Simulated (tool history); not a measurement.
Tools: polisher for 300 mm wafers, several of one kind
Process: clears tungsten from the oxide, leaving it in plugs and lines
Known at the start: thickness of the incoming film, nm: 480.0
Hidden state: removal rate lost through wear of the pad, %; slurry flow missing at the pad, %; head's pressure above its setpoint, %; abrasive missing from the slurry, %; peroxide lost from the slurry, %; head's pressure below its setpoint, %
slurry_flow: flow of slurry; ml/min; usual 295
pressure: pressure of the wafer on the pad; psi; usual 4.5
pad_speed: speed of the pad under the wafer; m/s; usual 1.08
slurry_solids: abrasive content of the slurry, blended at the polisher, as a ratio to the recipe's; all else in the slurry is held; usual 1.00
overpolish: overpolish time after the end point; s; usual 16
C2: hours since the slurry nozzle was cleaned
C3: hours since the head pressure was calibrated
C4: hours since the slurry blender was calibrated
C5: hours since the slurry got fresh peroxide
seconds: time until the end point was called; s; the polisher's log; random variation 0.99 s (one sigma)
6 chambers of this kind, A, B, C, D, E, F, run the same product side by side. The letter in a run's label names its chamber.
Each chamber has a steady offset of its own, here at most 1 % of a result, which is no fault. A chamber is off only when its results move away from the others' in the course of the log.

At day 0.025: chamber F: worn pad replaced by a new one.
Run 1F, day 0.350: usual settings; wafers polished on this pad 86; C2 527.1; C3 168.7; C4 31.3; C5 19.0. Result: seconds 77.774 s.
At day 0.412: chamber B: slurry nozzle cleaned.
At day 0.417: chamber D: worn pad replaced by a new one.
At day 0.504: chamber E: worn pad replaced by a new one.
Run 2D, day 0.929: usual settings; wafers polished on this pad 135; C2 136.8; C3 356.0; C4 92.3; C5 24.8. Result: seconds 80.590 s.
Run 3E, day 1.250: usual settings; wafers polished on this pad 198; C2 564.6; C3 230.7; C4 117.4; C5 66.6. Result: seconds 79.930 s.
At day 1.308: chamber A: slurry blender recalibrated.
At day 1.471: chamber A: slurry tank refilled with fresh slurry and peroxide.
Run 4C, day 1.617: usual settings; wafers polished on this pad 774; C2 353.6; C3 397.4; C4 415.4; C5 62.8. Result: seconds 78.811 s.
Run 5A, day 1.921: usual settings; wafers polished on this pad 1005; C2 148.8; C3 705.2; C4 14.8; C5 10.9. Result: seconds 76.309 s.
At day 1.942: chamber E: slurry blender recalibrated.
Run 6B, day 2.512: usual settings; wafers polished on this pad 786; C2 50.5; C3 758.7; C4 116.4; C5 131.2. Result: seconds 78.549 s.
At day 2.567: chamber F: slurry tank refilled with fresh slurry and peroxide.
At day 2.642: chamber A: worn pad replaced by a new one.
Run 7F, day 2.879: usual settings; wafers polished on this pad 754; C2 587.8; C3 229.4; C4 92.0; C5 7.5. Result: seconds 77.426 s.
At day 2.983: chamber A: head pressure recalibrated.
At day 3.246: chamber B: slurry tank refilled with fresh slurry and peroxide.
Run 8C, day 3.271: usual settings; wafers polished on this pad 1211; C2 393.3; C3 437.1; C4 455.1; C5 102.5. Result: seconds 79.395 s.
At day 3.296: chamber E: worn pad replaced by a new one.
Run 9D, day 3.721: usual settings; wafers polished on this pad 873; C2 203.8; C3 423.0; C4 159.3; C5 91.8. Result: seconds 79.979 s.
At day 3.812: chamber B: worn pad replaced by a new one.
At day 3.996: chamber C: slurry tank refilled with fresh slurry and peroxide.
Run 10B, day 4.033: usual settings but pressure 3.8 psi; wafers polished on this pad 59; C2 87.0; C3 795.2; C4 152.9; C5 19.0. Result: seconds 93.454 s.
At day 4.175: chamber C: worn pad replaced by a new one.
Run 11E, day 4.508: usual settings but pressure 3.8 psi; wafers polished on this pad 320; C2 642.8; C3 308.9; C4 61.6; C5 144.8. Result: seconds 93.403 s.
At day 4.792: chamber F: worn pad replaced by a new one.
Run 12A, day 5.046: usual settings but pressure 3.8 psi; wafers polished on this pad 635; C2 223.8; C3 49.6; C4 89.8; C5 85.9. Result: seconds 92.964 s.
At day 5.121: chamber D: slurry tank refilled with fresh slurry and peroxide.
At day 5.125: chamber D: worn pad replaced by a new one.
At day 5.629: chamber A: slurry nozzle cleaned.
Run 13F, day 5.633: usual settings but pressure 3.8 psi; wafers polished on this pad 222; C2 653.9; C3 295.5; C4 158.1; C5 73.6. Result: seconds 91.331 s.
At day 5.708: chamber F: slurry tank refilled with fresh slurry and peroxide.
At day 5.846: chamber A: slurry tank refilled with fresh slurry and peroxide.
At day 5.967: chamber E: slurry nozzle cleaned.
Run 14A, day 6.188: usual settings but pressure 3.8 psi; wafers polished on this pad 936; C2 13.4; C3 77.0; C4 117.2; C5 8.3. Result: seconds 92.807 s.
At day 6.346: chamber E: worn pad replaced by a new one.
At day 6.367: chamber C: slurry blender recalibrated.
Run 15E, day 6.604: usual settings but pressure 3.8 psi; wafers polished on this pad 68; C2 15.3; C3 359.2; C4 111.9; C5 195.1. Result: seconds 94.930 s.
At day 6.646: chamber D: slurry nozzle cleaned.
At day 6.992: chamber B: slurry blender recalibrated.
Run 16C, day 7.062: usual settings; wafers polished on this pad 763; C2 484.3; C3 528.1; C4 16.8; C5 73.7. Result: seconds 78.911 s.
At day 7.517: chamber E: slurry blender recalibrated.
Run 17D, day 7.583: usual settings; wafers polished on this pad 649; C2 22.5; C3 515.7; C4 252.0; C5 59.1. Result: seconds 79.448 s.
At day 7.633: chamber B: head pressure recalibrated.
At day 7.954: chamber D: slurry blender recalibrated.
Run 18B, day 8.004: usual settings; wafers polished on this pad 1108; C2 182.3; C3 8.9; C4 24.4; C5 114.3. Result: seconds 80.203 s.
At day 8.229: chamber A: worn pad replaced by a new one.
Run 19F, day 8.375: usual settings; wafers polished on this pad 946; C2 719.7; C3 361.3; C4 223.9; C5 64.1. Result: seconds 77.846 s.
Run 20B, day 8.662: usual settings; wafers polished on this pad 1282; C2 198.1; C3 24.7; C4 40.2; C5 130.1. Result: seconds 78.853 s.
At day 8.683: chamber C: worn pad replaced by a new one.
At day 8.821: chamber F: slurry tank refilled with fresh slurry and peroxide.
At day 8.933: chamber B: worn pad replaced by a new one.
Run 21E, day 8.933: usual settings but pad_speed 1.32 m/s, slurry_solids 1.25; wafers polished on this pad 683; C2 71.2; C3 415.1; C4 34.1; C5 251.0. Result: seconds 64.040 s.
At day 9.192: chamber B: slurry tank refilled with fresh slurry and peroxide.
Run 22A, day 9.204: usual settings but pad_speed 1.32 m/s, slurry_solids 1.25; wafers polished on this pad 257; C2 85.8; C3 149.4; C4 189.6; C5 80.7. Result: seconds 60.923 s.
At day 9.500: chamber D: worn pad replaced by a new one.
At day 9.625: chamber F: worn pad replaced by a new one.
At day 9.675: chamber E: worn pad replaced by a new one.
Run 23D, day 9.679: usual settings but pad_speed 1.32 m/s, slurry_solids 1.25; wafers polished on this pad 47; C2 72.8; C3 566.0; C4 41.4; C5 109.4. Result: seconds 61.310 s.
At day 9.788: chamber A: slurry tank refilled with fresh slurry and peroxide.
At day 9.950: chamber F: slurry nozzle cleaned.
Run 24C, day 10.017: usual settings but pad_speed 1.32 m/s, slurry_solids 1.25; wafers polished on this pad 352; C2 555.2; C3 599.0; C4 87.7; C5 144.6. Result: seconds 61.402 s.
At day 10.246: chamber D: slurry tank refilled with fresh slurry and peroxide.
Run 25D, day 10.442: usual settings but pad_speed 1.32 m/s, slurry_solids 1.25; wafers polished on this pad 249; C2 91.1; C3 584.3; C4 59.7; C5 4.8. Result: seconds 62.091 s.
At day 10.679: chamber C: slurry tank refilled with fresh slurry and peroxide.
At day 10.738: chamber F: slurry blender recalibrated.
Run 26C, day 10.812: usual settings but pad_speed 1.32 m/s, slurry_solids 1.25; wafers polished on this pad 562; C2 574.3; C3 618.1; C4 106.8; C5 3.2. Result: seconds 61.675 s.
Run 27F, day 11.150: usual settings; wafers polished on this pad 403; C2 28.9; C3 427.9; C4 9.9; C5 55.9. Result: seconds 77.459 s.
Run 28B, day 11.425: usual settings; wafers polished on this pad 659; C2 264.4; C3 91.0; C4 106.5; C5 53.6. Result: seconds 79.877 s.
At day 11.742: chamber B: slurry nozzle cleaned.
At day 11.800: chamber A: slurry blender recalibrated.
Run 29A, day 11.833: usual settings; wafers polished on this pad 952; C2 148.9; C3 212.5; C4 0.8; C5 49.1. Result: seconds 77.982 s.
At day 11.871: chamber F: slurry tank refilled with fresh slurry and peroxide.
Run 30E, day 12.329: usual settings but slurry_solids 1.20; wafers polished on this pad 701; C2 152.7; C3 496.6; C4 115.6; C5 332.5. Result: seconds 82.400 s.
At day 12.483: chamber E: worn pad replaced by a new one.
Run 31A, day 12.729: usual settings but slurry_solids 1.20; wafers polished on this pad 1188; C2 170.4; C3 234.0; C4 22.3; C5 70.6. Result: seconds 74.691 s.
At day 12.858: chamber E: slurry blender recalibrated.
At day 13.192: chamber C: worn pad replaced by a new one.
Run 32C, day 13.271: usual settings but slurry_solids 1.20; wafers polished on this pad 21; C2 633.3; C3 677.1; C4 165.8; C5 62.2. Result: seconds 75.760 s.
Run 33D, day 13.867: usual settings but slurry_solids 1.20; wafers polished on this pad 1154; C2 173.3; C3 666.5; C4 141.9; C5 87.0. Result: seconds 75.737 s.
At day 13.983: chamber B: worn pad replaced by a new one.
At day 14.283: chamber B: slurry tank refilled with fresh slurry and peroxide.
Run 34F, day 14.333: usual settings but slurry_solids 1.20; wafers polished on this pad 1244; C2 105.3; C3 504.3; C4 86.3; C5 59.2. Result: seconds 75.171 s.
Run 35E, day 14.662: usual settings but slurry_solids 1.20; wafers polished on this pad 576; C2 208.7; C3 552.6; C4 43.3; C5 388.5. Result: seconds 86.124 s.
Run 36B, day 15.192: usual settings; wafers polished on this pad 320; C2 82.9; C3 181.4; C4 196.9; C5 21.8. Result: seconds 78.190 s.
Run 37E, day 15.554: usual settings but pad_speed 0.86 m/s; wafers polished on this pad 812; C2 230.1; C3 574.0; C4 64.7; C5 409.9. Result: seconds 116.290 s.

All 6 chambers run these settings next. Forecast each chamber's results:
Run 38A, day 15.983: usual settings. Result: seconds ?.
Run 38B, day 15.983: usual settings. Result: seconds ?.
Run 38C, day 15.983: usual settings. Result: seconds ?.
Run 38D, day 15.983: usual settings. Result: seconds ?.
Run 38E, day 15.983: usual settings. Result: seconds ?.
Run 38F, day 15.983: usual settings. Result: seconds ?.

run  seconds
38A   77.077
38B   79.839
38C   77.992
38D   80.410
38E   93.143
38F   77.775
